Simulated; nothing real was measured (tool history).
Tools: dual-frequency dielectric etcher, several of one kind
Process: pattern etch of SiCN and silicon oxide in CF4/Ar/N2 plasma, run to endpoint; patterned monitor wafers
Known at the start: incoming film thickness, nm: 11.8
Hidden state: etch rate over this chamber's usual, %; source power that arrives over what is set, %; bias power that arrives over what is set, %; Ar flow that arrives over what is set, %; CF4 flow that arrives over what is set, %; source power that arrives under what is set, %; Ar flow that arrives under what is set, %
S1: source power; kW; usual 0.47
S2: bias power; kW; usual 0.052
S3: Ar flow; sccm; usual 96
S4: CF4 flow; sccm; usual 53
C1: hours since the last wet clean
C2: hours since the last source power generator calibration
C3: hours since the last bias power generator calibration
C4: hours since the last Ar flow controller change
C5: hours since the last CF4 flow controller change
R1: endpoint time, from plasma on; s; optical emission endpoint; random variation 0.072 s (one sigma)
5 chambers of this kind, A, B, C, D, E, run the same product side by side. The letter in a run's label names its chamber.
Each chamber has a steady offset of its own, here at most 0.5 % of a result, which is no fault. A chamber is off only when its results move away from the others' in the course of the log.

Run 1E, hour 6.8: usual settings; C1 185.4; C2 646.5; C3 84.6; C4 2410.7; C5 394.1. Result: R1 15.188 s.
At hour 14.9: chamber D: CF4 flow controller replaced.
Run 2B, hour 16.5: usual settings; C1 92.2; C2 632.7; C3 493.4; C4 2223.4; C5 2160.3. Result: R1 15.238 s.
Run 3C, hour 25.6: usual settings; C1 192; C2 2971.7; C3 460.3; C4 2670; C5 4518.4. Result: R1 15.326 s.
Run 4D, hour 34.1: usual settings; C1 407.2; C2 3497.4; C3 1758.6; C4 2142.1; C5 19.2. Result: R1 15.325 s.
Run 5A, hour 40.4: usual settings; C1 407; C2 1827.2; C3 599.3; C4 2631.9; C5 1499.2. Result: R1 15.223 s.
Run 6B, hour 46.3: usual settings; C1 122; C2 662.5; C3 523.2; C4 2253.2; C5 2190.1. Result: R1 15.243 s.
Run 7D, hour 52.8: usual settings; C1 425.9; C2 3516.1; C3 1777.3; C4 2160.8; C5 37.9. Result: R1 15.229 s.
Run 8A, hour 62.5: usual settings; C1 429.1; C2 1849.3; C3 621.4; C4 2654; C5 1521.3. Result: R1 15.248 s.
At hour 65.5: chamber C: CF4 flow controller replaced.
Run 9E, hour 70.4: usual settings; C1 249; C2 710.1; C3 148.2; C4 2474.3; C5 457.7. Result: R1 15.275 s.
Run 10C, hour 79.5: usual settings; C1 245.9; C2 3025.6; C3 514.2; C4 2723.9; C5 14. Result: R1 15.24 s.
Run 11B, hour 89.7: usual settings but S3 107 sccm; C1 165.4; C2 705.9; C3 566.6; C4 2296.6; C5 2233.5. Result: R1 15.64 s.
Run 12E, hour 98.6: usual settings but S3 107 sccm; C1 277.2; C2 738.3; C3 176.4; C4 2502.5; C5 485.9. Result: R1 15.589 s.
Run 13D, hour 106.1: usual settings but S3 107 sccm; C1 479.2; C2 3569.4; C3 1830.6; C4 2214.1; C5 91.2. Result: R1 15.556 s.
At hour 115: chamber A: wet clean of the chamber.
Run 14C, hour 116: usual settings but S3 107 sccm; C1 282.4; C2 3062.1; C3 550.7; C4 2760.4; C5 50.5. Result: R1 15.533 s.
Run 15A, hour 123.6: usual settings but S3 107 sccm; C1 8.7; C2 1910.4; C3 682.5; C4 2715.1; C5 1582.4. Result: R1 15.589 s.
Run 16B, hour 132.3: usual settings but S1 0.37 kW, S2 0.063 kW; C1 208; C2 748.5; C3 609.2; C4 2339.2; C5 2276.1. Result: R1 17.625 s.
At hour 134.7: chamber A: source power generator calibrated.
Run 17E, hour 140: usual settings but S1 0.37 kW, S2 0.063 kW; C1 318.6; C2 779.7; C3 217.8; C4 2543.9; C5 527.3. Result: R1 17.536 s.
Run 18A, hour 144.6: usual settings but S1 0.37 kW, S2 0.063 kW; C1 29.7; C2 9.9; C3 703.5; C4 2736.1; C5 1603.4. Result: R1 16.896 s.
Run 19D, hour 155: usual settings but S1 0.37 kW, S2 0.063 kW; C1 528.1; C2 3618.3; C3 1879.5; C4 2263; C5 140.1. Result: R1 17.68 s.
Run 20C, hour 160.5: usual settings but S1 0.37 kW, S2 0.063 kW; C1 326.9; C2 3106.6; C3 595.2; C4 2804.9; C5 95. Result: R1 17.662 s.
Run 21C, hour 168.5: usual settings; C1 334.9; C2 3114.6; C3 603.2; C4 2812.9; C5 103. Result: R1 15.257 s.
Run 22E, hour 176: usual settings; C1 354.6; C2 815.7; C3 253.8; C4 2579.9; C5 563.3. Result: R1 15.267 s.
Run 23B, hour 183: usual settings; C1 258.7; C2 799.2; C3 659.9; C4 2389.9; C5 2326.8. Result: R1 15.25 s.
Run 24A, hour 190: usual settings; C1 75.1; C2 55.3; C3 748.9; C4 2781.5; C5 1648.8. Result: R1 14.602 s.
Run 25D, hour 199.7: usual settings; C1 572.8; C2 3663; C3 1924.2; C4 2307.7; C5 184.8. Result: R1 15.329 s.
Run 26E, hour 208.6: usual settings; C1 387.2; C2 848.3; C3 286.4; C4 2612.5; C5 595.9. Result: R1 15.207 s.
Run 27A, hour 215.7: usual settings; C1 100.8; C2 81; C3 774.6; C4 2807.2; C5 1674.5. Result: R1 14.703 s.
Run 28C, hour 220.7: usual settings; C1 387.1; C2 3166.8; C3 655.4; C4 2865.1; C5 155.2. Result: R1 15.198 s.
Run 29B, hour 230.7: usual settings; C1 306.4; C2 846.9; C3 707.6; C4 2437.6; C5 2374.5. Result: R1 15.313 s.
Run 30D, hour 240.4: usual settings; C1 613.5; C2 3703.7; C3 1964.9; C4 2348.4; C5 225.5. Result: R1 15.337 s.
Run 31C, hour 245.2: usual settings; C1 411.6; C2 3191.3; C3 679.9; C4 2889.6; C5 179.7. Result: R1 15.188 s.
Run 32A, hour 253.7: usual settings; C1 138.8; C2 119; C3 812.6; C4 2845.2; C5 1712.5. Result: R1 14.678 s.
Run 33E, hour 263.1: usual settings but S4 49 sccm; C1 441.7; C2 902.8; C3 340.9; C4 2667; C5 650.4. Result: R1 15.518 s.
Run 34B, hour 270.2: usual settings but S4 49 sccm; C1 345.9; C2 886.4; C3 747.1; C4 2477.1; C5 2414. Result: R1 15.596 s.
At hour 272.5: chamber D: wet clean of the chamber.
Run 35D, hour 278.4: usual settings but S4 49 sccm; C1 6; C2 3741.7; C3 2002.9; C4 2386.4; C5 263.5. Result: R1 15.463 s.
Run 36D, hour 288: usual settings but S4 49 sccm; C1 15.6; C2 3751.3; C3 2012.5; C4 2396; C5 273.1. Result: R1 15.521 s.

What goes on in this fleet: one chamber off, a drifting gauge, or nothing beyond the chambers' own small offsets? Name the chamber and the cause, if any.

A service left chamber A off against the others.
Cause: source power that arrives over what is set, % = 4.49.

Here are 4 candidates for chamber A's next run, each the usual settings with a change, their results left as question marks. Which one brings its results back in line with what the others give on the usual settings?
In line means no further than this from the other chambers' mean on the usual settings: R1 0.25 s
Run 37A-1, hour 295.5: usual settings but S2 0.047 kW, S3 101 sccm. Result: R1 ?.
Run 37A-2, hour 295.5: usual settings but S3 98 sccm, S4 52 sccm. Result: R1 ?.
Run 37A-3, hour 295.5: usual settings but S4 55 sccm. Result: R1 ?.
Run 37A-4, hour 295.5: usual settings but S2 0.058 kW. Result: R1 ?.

The other chambers' mean on the usual settings: R1 15.264 s
  run      R1
37A-1  15.348
37A-2   14.82
37A-3  14.621
37A-4  14.193
37A-1 brings the chamber back in line.
